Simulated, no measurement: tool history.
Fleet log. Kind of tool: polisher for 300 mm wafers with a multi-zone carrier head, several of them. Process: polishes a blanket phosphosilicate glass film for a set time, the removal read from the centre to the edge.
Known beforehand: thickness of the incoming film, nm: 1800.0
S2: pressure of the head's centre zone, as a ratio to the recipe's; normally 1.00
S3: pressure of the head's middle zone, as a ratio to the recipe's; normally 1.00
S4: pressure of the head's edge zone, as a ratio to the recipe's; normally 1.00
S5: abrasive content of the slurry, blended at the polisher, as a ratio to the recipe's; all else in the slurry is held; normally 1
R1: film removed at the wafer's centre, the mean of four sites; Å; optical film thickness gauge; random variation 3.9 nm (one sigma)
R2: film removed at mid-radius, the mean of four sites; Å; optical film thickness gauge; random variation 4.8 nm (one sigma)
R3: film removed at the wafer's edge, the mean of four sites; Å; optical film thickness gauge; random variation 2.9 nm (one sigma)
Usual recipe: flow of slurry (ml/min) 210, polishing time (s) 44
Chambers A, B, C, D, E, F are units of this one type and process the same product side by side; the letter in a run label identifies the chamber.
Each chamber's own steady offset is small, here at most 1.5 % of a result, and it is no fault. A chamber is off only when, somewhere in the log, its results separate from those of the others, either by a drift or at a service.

{"run": "1C", "day": 0.192, "flow of slurry (ml/min)": 210, "S2": 1.0, "S3": 1.0, "S4": 1.0, "S5": 1, "polishing time (s)": 44, "R1": 3390.3, "R2": 3465.2, "R3": 3352.3}
{"run": "2F", "day": 0.304, "flow of slurry (ml/min)": 210, "S2": 1.0, "S3": 1.0, "S4": 1.0, "S5": 1, "polishing time (s)": 44, "R1": 3429.4, "R2": 3482.4, "R3": 3477.9}
{"day": 0.312, "done": "chamber C: worn pad replaced by a new one"}
{"run": "3A", "day": 0.396, "flow of slurry (ml/min)": 210, "S2": 1.0, "S3": 1.0, "S4": 1.0, "S5": 1, "polishing time (s)": 44, "R1": 3462.9, "R2": 3428.0, "R3": 3502.6}
{"run": "4D", "day": 0.558, "flow of slurry (ml/min)": 210, "S2": 1.0, "S3": 1.0, "S4": 1.0, "S5": 1, "polishing time (s)": 44, "R1": 3448.8, "R2": 3483.6, "R3": 3476.3}
{"run": "5B", "day": 0.658, "flow of slurry (ml/min)": 210, "S2": 1.0, "S3": 1.0, "S4": 1.0, "S5": 1, "polishing time (s)": 44, "R1": 3451.2, "R2": 3420.3, "R3": 3488.0}
{"run": "6E", "day": 0.817, "flow of slurry (ml/min)": 210, "S2": 1.0, "S3": 1.0, "S4": 1.0, "S5": 1, "polishing time (s)": 44, "R1": 3449.0, "R2": 3424.0, "R3": 3436.6}
{"day": 0.829, "done": "chamber F: edge zone pressure recalibrated"}
{"run": "7F", "day": 0.921, "flow of slurry (ml/min)": 230, "S2": 0.89, "S3": 1.0, "S4": 1.0, "S5": 1, "polishing time (s)": 44, "R1": 3010.7, "R2": 3536.7, "R3": 3423.1}
{"run": "8B", "day": 1.058, "flow of slurry (ml/min)": 230, "S2": 0.89, "S3": 1.0, "S4": 1.0, "S5": 1, "polishing time (s)": 44, "R1": 3085.9, "R2": 3561.3, "R3": 3501.2}
{"run": "9A", "day": 1.238, "flow of slurry (ml/min)": 230, "S2": 0.89, "S3": 1.0, "S4": 1.0, "S5": 1, "polishing time (s)": 44, "R1": 3050.0, "R2": 3466.1, "R3": 3481.0}
{"day": 1.304, "done": "chamber D: worn pad replaced by a new one"}
{"run": "10C", "day": 1.379, "flow of slurry (ml/min)": 230, "S2": 0.89, "S3": 1.0, "S4": 1.0, "S5": 1, "polishing time (s)": 44, "R1": 3003.8, "R2": 3474.1, "R3": 3458.8}
{"run": "11E", "day": 1.479, "flow of slurry (ml/min)": 230, "S2": 0.89, "S3": 1.0, "S4": 1.0, "S5": 1, "polishing time (s)": 44, "R1": 3078.5, "R2": 3518.8, "R3": 3542.8}
{"run": "12D", "day": 1.633, "flow of slurry (ml/min)": 230, "S2": 0.89, "S3": 1.0, "S4": 1.0, "S5": 1, "polishing time (s)": 44, "R1": 3123.2, "R2": 3416.6, "R3": 3505.5}
{"run": "13D", "day": 1.738, "flow of slurry (ml/min)": 210, "S2": 1.0, "S3": 1.0, "S4": 1.0, "S5": 1, "polishing time (s)": 44, "R1": 3452.8, "R2": 3427.2, "R3": 3455.8}
{"day": 1.742, "done": "chamber B: worn pad replaced by a new one"}
{"run": "14B", "day": 1.933, "flow of slurry (ml/min)": 210, "S2": 1.0, "S3": 1.0, "S4": 1.0, "S5": 1, "polishing time (s)": 44, "R1": 3536.6, "R2": 3603.5, "R3": 3508.8}
{"run": "15C", "day": 2.092, "flow of slurry (ml/min)": 210, "S2": 1.0, "S3": 1.0, "S4": 1.0, "S5": 1, "polishing time (s)": 44, "R1": 3439.4, "R2": 3420.6, "R3": 3351.7}
{"run": "16A", "day": 2.179, "flow of slurry (ml/min)": 210, "S2": 1.0, "S3": 1.0, "S4": 1.0, "S5": 1, "polishing time (s)": 44, "R1": 3388.4, "R2": 3406.4, "R3": 3387.1}
{"day": 2.279, "done": "chamber C: worn pad replaced by a new one"}
{"run": "17F", "day": 2.371, "flow of slurry (ml/min)": 210, "S2": 1.0, "S3": 1.0, "S4": 1.0, "S5": 1, "polishing time (s)": 44, "R1": 3423.8, "R2": 3488.5, "R3": 3445.0}
{"day": 2.408, "done": "chamber A: edge zone pressure recalibrated"}
{"run": "18E", "day": 2.567, "flow of slurry (ml/min)": 210, "S2": 1.0, "S3": 1.0, "S4": 1.0, "S5": 1, "polishing time (s)": 44, "R1": 3457.4, "R2": 3487.8, "R3": 3430.9}
{"run": "19F", "day": 2.667, "flow of slurry (ml/min)": 210, "S2": 1.0, "S3": 1.0, "S4": 1.0, "S5": 1, "polishing time (s)": 44, "R1": 3409.0, "R2": 3520.2, "R3": 3391.9}
{"run": "20B", "day": 2.771, "flow of slurry (ml/min)": 210, "S2": 1.0, "S3": 1.0, "S4": 1.0, "S5": 1, "polishing time (s)": 44, "R1": 3431.5, "R2": 3463.9, "R3": 3442.2}
{"day": 2.825, "done": "chamber A: worn pad replaced by a new one"}
{"run": "21E", "day": 2.921, "flow of slurry (ml/min)": 210, "S2": 1.0, "S3": 1.0, "S4": 1.0, "S5": 1, "polishing time (s)": 44, "R1": 3437.2, "R2": 3453.7, "R3": 3428.1}
{"day": 2.942, "done": "chamber F: worn pad replaced by a new one"}
{"run": "22C", "day": 3.054, "flow of slurry (ml/min)": 210, "S2": 1.0, "S3": 1.0, "S4": 1.0, "S5": 1, "polishing time (s)": 44, "R1": 3448.8, "R2": 3381.4, "R3": 3390.1}
{"run": "23D", "day": 3.183, "flow of slurry (ml/min)": 210, "S2": 1.0, "S3": 1.0, "S4": 1.0, "S5": 1, "polishing time (s)": 44, "R1": 3465.8, "R2": 3349.2, "R3": 3435.2}
{"day": 3.354, "done": "chamber B: edge zone pressure recalibrated"}
{"run": "24A", "day": 3.354, "flow of slurry (ml/min)": 210, "S2": 1.11, "S3": 1.0, "S4": 1.0, "S5": 1, "polishing time (s)": 44, "R1": 3807.1, "R2": 3399.7, "R3": 3436.3}
{"run": "25F", "day": 3.504, "flow of slurry (ml/min)": 210, "S2": 1.11, "S3": 1.0, "S4": 1.0, "S5": 1, "polishing time (s)": 44, "R1": 3834.0, "R2": 3368.3, "R3": 3453.4}
{"run": "26E", "day": 3.675, "flow of slurry (ml/min)": 210, "S2": 1.11, "S3": 1.0, "S4": 1.0, "S5": 1, "polishing time (s)": 44, "R1": 3828.2, "R2": 3443.3, "R3": 3422.0}
{"day": 3.779, "done": "chamber E: worn pad replaced by a new one"}
{"day": 3.846, "done": "chamber E: slurry nozzle cleaned"}
{"run": "27D", "day": 3.871, "flow of slurry (ml/min)": 210, "S2": 1.11, "S3": 1.0, "S4": 1.0, "S5": 1, "polishing time (s)": 44, "R1": 3869.3, "R2": 3514.6, "R3": 3459.6}
{"day": 3.988, "done": "chamber A: centre zone pressure recalibrated"}
{"run": "28A", "day": 4.054, "flow of slurry (ml/min)": 210, "S2": 1.11, "S3": 1.0, "S4": 1.0, "S5": 1, "polishing time (s)": 44, "R1": 3673.0, "R2": 3350.0, "R3": 3358.2}
{"run": "29B", "day": 4.171, "flow of slurry (ml/min)": 210, "S2": 1.11, "S3": 1.0, "S4": 1.0, "S5": 1, "polishing time (s)": 44, "R1": 3902.0, "R2": 3426.6, "R3": 3498.5}
{"run": "30C", "day": 4.3, "flow of slurry (ml/min)": 210, "S2": 1.0, "S3": 1.0, "S4": 1.0, "S5": 1, "polishing time (s)": 44, "R1": 3393.6, "R2": 3523.2, "R3": 3350.5}
{"day": 4.412, "done": "chamber C: worn pad replaced by a new one"}
{"run": "31B", "day": 4.471, "flow of slurry (ml/min)": 210, "S2": 1.0, "S3": 1.0, "S4": 1.0, "S5": 1, "polishing time (s)": 44, "R1": 3417.7, "R2": 3434.3, "R3": 3446.5}
{"run": "32E", "day": 4.642, "flow of slurry (ml/min)": 210, "S2": 1.0, "S3": 0.94, "S4": 1.05, "S5": 1, "polishing time (s)": 44, "R1": 3428.0, "R2": 3283.6, "R3": 3559.4}
{"run": "33F", "day": 4.833, "flow of slurry (ml/min)": 210, "S2": 1.0, "S3": 0.94, "S4": 1.05, "S5": 1, "polishing time (s)": 44, "R1": 3362.4, "R2": 3255.3, "R3": 3476.4}
{"day": 4.871, "done": "chamber B: worn pad replaced by a new one"}
{"run": "34A", "day": 4.967, "flow of slurry (ml/min)": 210, "S2": 1.0, "S3": 0.94, "S4": 1.05, "S5": 1, "polishing time (s)": 44, "R1": 3236.3, "R2": 3056.1, "R3": 3405.1}
{"run": "35C", "day": 5.121, "flow of slurry (ml/min)": 210, "S2": 1.0, "S3": 0.94, "S4": 1.05, "S5": 1, "polishing time (s)": 44, "R1": 3397.4, "R2": 3204.8, "R3": 3454.4}
{"run": "36D", "day": 5.254, "flow of slurry (ml/min)": 210, "S2": 1.0, "S3": 0.94, "S4": 1.05, "S5": 1, "polishing time (s)": 44, "R1": 3428.2, "R2": 3199.8, "R3": 3630.3}
{"run": "37B", "day": 5.383, "flow of slurry (ml/min)": 210, "S2": 1.0, "S3": 0.94, "S4": 1.05, "S5": 1, "polishing time (s)": 44, "R1": 3489.3, "R2": 3238.5, "R3": 3523.1}
{"day": 5.512, "done": "chamber C: slurry nozzle cleaned"}
{"run": "38A", "day": 5.517, "flow of slurry (ml/min)": 210, "S2": 1.0, "S3": 1.0, "S4": 1.0, "S5": 1, "polishing time (s)": 44, "R1": 3287.1, "R2": 3289.6, "R3": 3315.4}
{"run": "39C", "day": 5.7, "flow of slurry (ml/min)": 245, "S2": 1.0, "S3": 1.0, "S4": 1.0, "S5": 1, "polishing time (s)": 52, "R1": 4069.7, "R2": 4160.7, "R3": 4140.9}
{"run": "40D", "day": 5.892, "flow of slurry (ml/min)": 245, "S2": 1.0, "S3": 1.0, "S4": 1.0, "S5": 1, "polishing time (s)": 52, "R1": 4179.1, "R2": 4047.5, "R3": 4145.6}
{"run": "41E", "day": 6.012, "flow of slurry (ml/min)": 245, "S2": 1.0, "S3": 1.0, "S4": 1.0, "S5": 1, "polishing time (s)": 52, "R1": 4105.5, "R2": 4228.1, "R3": 4171.4}
{"run": "42F", "day": 6.183, "flow of slurry (ml/min)": 245, "S2": 1.0, "S3": 1.0, "S4": 1.0, "S5": 1, "polishing time (s)": 52, "R1": 4066.6, "R2": 4188.3, "R3": 4091.7}

Read the log: is a single chamber off, either drifting away or since a service, is the gauge that measures every chamber drifting, or is nothing wrong beyond small per-chamber offsets? Name any odd chamber and what most likely caused it.

Little by little, chamber A moves away from the other chambers.
Most likely cause: slurry flow missing at the pad, % = 35.6.

Here are 4 candidates for chamber A's next run, each the usual settings with a change, their results left as question marks. Which one brings its results back in line with what the others give on the usual settings?
To be in line, a result may differ from the other chambers' mean on the usual settings by at most: R1 140.0 Å; R2 170.0 Å; R3 100.0 Å
{"run": "43A-1", "day": 6.325, "flow of slurry (ml/min)": 225, "S2": 1.03, "S3": 1.04, "S4": 0.96, "S5": 1.05, "polishing time (s)": 48, "R1": "?", "R2": "?", "R3": "?"}
{"run": "43A-2", "day": 6.325, "flow of slurry (ml/min)": 220, "S2": 1.02, "S3": 1.03, "S4": 0.98, "S5": 1.0, "polishing time (s)": 47, "R1": "?", "R2": "?", "R3": "?"}
{"run": "43A-3", "day": 6.325, "flow of slurry (ml/min)": 195, "S2": 0.96, "S3": 0.95, "S4": 1.04, "S5": 0.95, "polishing time (s)": 41, "R1": "?", "R2": "?", "R3": "?"}
{"run": "43A-4", "day": 6.325, "flow of slurry (ml/min)": 205, "S2": 0.98, "S3": 0.98, "S4": 1.02, "S5": 1.0, "polishing time (s)": 42, "R1": "?", "R2": "?", "R3": "?"}

What the other chambers average on the usual settings: R1 3443.4 Å; R2 3454.7 Å; R3 3440.8 Å
run=43A-1 R1=3677.3 R2=3727.9 R3=3615.9
run=43A-2 R1=3467.2 R2=3524.0 R3=3490.1
run=43A-3 R1=2682.5 R2=2720.1 R3=3016.4
run=43A-4 R1=2915.2 R2=2966.8 R3=3154.5
The answer is 43A-2, which returns the chamber to within the allowed miss of the others.

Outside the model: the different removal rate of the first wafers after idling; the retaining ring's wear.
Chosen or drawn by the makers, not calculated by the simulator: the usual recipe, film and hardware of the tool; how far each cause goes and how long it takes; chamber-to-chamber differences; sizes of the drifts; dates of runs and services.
